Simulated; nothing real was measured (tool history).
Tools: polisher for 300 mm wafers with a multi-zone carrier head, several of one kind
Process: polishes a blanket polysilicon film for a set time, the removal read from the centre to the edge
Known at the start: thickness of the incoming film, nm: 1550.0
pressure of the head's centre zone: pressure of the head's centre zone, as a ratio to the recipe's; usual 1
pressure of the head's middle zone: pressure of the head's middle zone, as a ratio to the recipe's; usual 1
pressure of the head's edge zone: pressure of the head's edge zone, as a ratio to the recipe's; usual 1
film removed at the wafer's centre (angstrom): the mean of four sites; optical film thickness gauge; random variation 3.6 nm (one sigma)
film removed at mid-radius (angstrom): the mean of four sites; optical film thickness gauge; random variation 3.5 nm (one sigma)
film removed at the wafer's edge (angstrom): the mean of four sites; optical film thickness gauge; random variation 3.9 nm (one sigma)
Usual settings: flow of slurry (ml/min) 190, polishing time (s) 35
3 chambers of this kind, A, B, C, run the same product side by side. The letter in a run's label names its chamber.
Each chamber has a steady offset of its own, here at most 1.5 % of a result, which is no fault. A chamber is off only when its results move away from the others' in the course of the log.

run	day	flow of slurry (ml/min)	pressure of the head's centre zone	pressure of the head's middle zone	pressure of the head's edge zone	polishing time (s)	wafers polished on this pad	hours since the slurry nozzle was cleaned	hours since the centre zone pressure was calibrated	hours since the edge zone pressure was calibrated	film removed at the wafer's centre (angstrom)	film removed at mid-radius (angstrom)	film removed at the wafer's edge (angstrom)
1C	0.496	190	1	1	1	35	838	266	541.7	1271	3695.7	3602.4	3684.6
# day 0.554: chamber B: worn pad replaced by a new one
2A	0.862	190	1	1	1	35	934	481.3	46	157.7	3577.3	3645.1	3736.9
3B	1.129	190	1	1	1	35	187	648.8	249.7	184.6	3761	3764.2	3609
# day 1.162: chamber A: worn pad replaced by a new one
# day 1.458: chamber C: worn pad replaced by a new one
4B	1.517	190	1	1	1	35	313	658.1	259	193.9	3710.1	3729.1	3696.6
5C	1.9	190	1	1	1	35	144	299.7	575.4	1304.7	3682.4	3665	3718.2
6A	2.375	190	1	1	1	35	394	517.6	82.3	194	3650.7	3675.2	3712.7
7A	2.779	190	1.08	1	1	35	525	527.3	92	203.7	3991.4	3661.3	3713.7
8C	3.121	190	1.08	1	1	35	542	329	604.7	1334	3989	3637.9	3688.6
9B	3.575	190	1.08	1	1	35	983	707.5	308.4	243.3	4024.5	3751.7	3661.6
10A	3.925	190	1	1	1	35	898	554.8	119.5	231.2	3674.7	3623.8	3652.4
# day 3.95: chamber B: centre zone pressure recalibrated
# day 4.321: chamber B: worn pad replaced by a new one
# day 4.4: chamber C: worn pad replaced by a new one
# day 4.421: chamber A: worn pad replaced by a new one
11C	4.429	190	1.04	1	1.12	35	9	360.4	636.1	1365.4	3808.4	3608	3836.5
12B	4.933	190	1.04	1	1.12	35	200	740.1	23.6	275.9	3594.5	3697.3	3943.8
13C	5.233	190	1.04	1	1.12	35	271	379.7	655.4	1384.7	3878.5	3625.6	3803.8
14A	5.529	190	1	1	1	35	361	593.3	158	269.7	3721.9	3612.7	3668.1
15B	5.954	190	1	1	1	35	532	764.6	48.1	300.4	3348	3654.4	3646.4
16B	6.388	190	1	1	1.12	40	673	775	58.5	310.8	3913.4	4228	4525.9
17C	6.85	190	1	1	1.12	40	796	418.5	694.2	1423.5	4210.4	4183.7	4521.9
18A	7.162	190	1	1	1.12	40	892	632.5	197.2	308.9	4203.7	4231.3	4370.5
# day 7.262: chamber C: worn pad replaced by a new one
19B	7.662	190	1.04	1	1	35	1088	805.6	89.1	341.4	3493.1	3723.8	3607.8
# day 7.829: chamber A: worn pad replaced by a new one
# day 7.929: chamber B: worn pad replaced by a new one
20C	7.933	190	1.04	1	1	35	218	444.5	720.2	1449.5	3935.4	3640.3	3652.5
21A	8.2	190	1.04	1	1	35	121	657.4	222.1	333.8	3868.2	3615.4	3645.6
22B	8.483	150	1	1	1	44	181	825.3	108.8	361.1	4057.7	4502.7	4540.4
23A	8.796	150	1	1	1	44	315	671.7	236.4	348.1	4441.2	4368.9	4448.6
24C	9.029	150	1	1	1	44	575	470.8	746.5	1475.8	4428.5	4477.6	4517.1
25A	9.396	125	1	1	1.08	35	510	686.1	250.8	362.5	3371.1	3439	3700.6
26C	9.679	125	1	1	1.08	35	786	486.4	762.1	1491.4	3398	3358.9	3588.2
27B	9.962	125	1	1	1.08	35	662	860.8	144.3	396.6	3085.5	3425.4	3542.9
# day 10.167: chamber C: edge zone pressure recalibrated
28C	10.358	190	1	1	1	35	1007	502.7	778.4	4.6	3734.5	3621.8	3629
29B	10.825	215	1	0.89	1	35	943	881.5	165	417.3	3378.6	3443.7	3708.3

Next, every chamber runs the same settings. What will each give?
30A	11.192	190	1	1	1	35					?	?	?
30B	11.192	190	1	1	1	35					?	?	?
30C	11.192	190	1	1	1	35					?	?	?

run	film removed at the wafer's centre (angstrom)	film removed at mid-radius (angstrom)	film removed at the wafer's edge (angstrom)
30A	3717.8	3670.1	3654.4
30B	3375	3696.6	3658
30C	3703.2	3669.3	3661.1
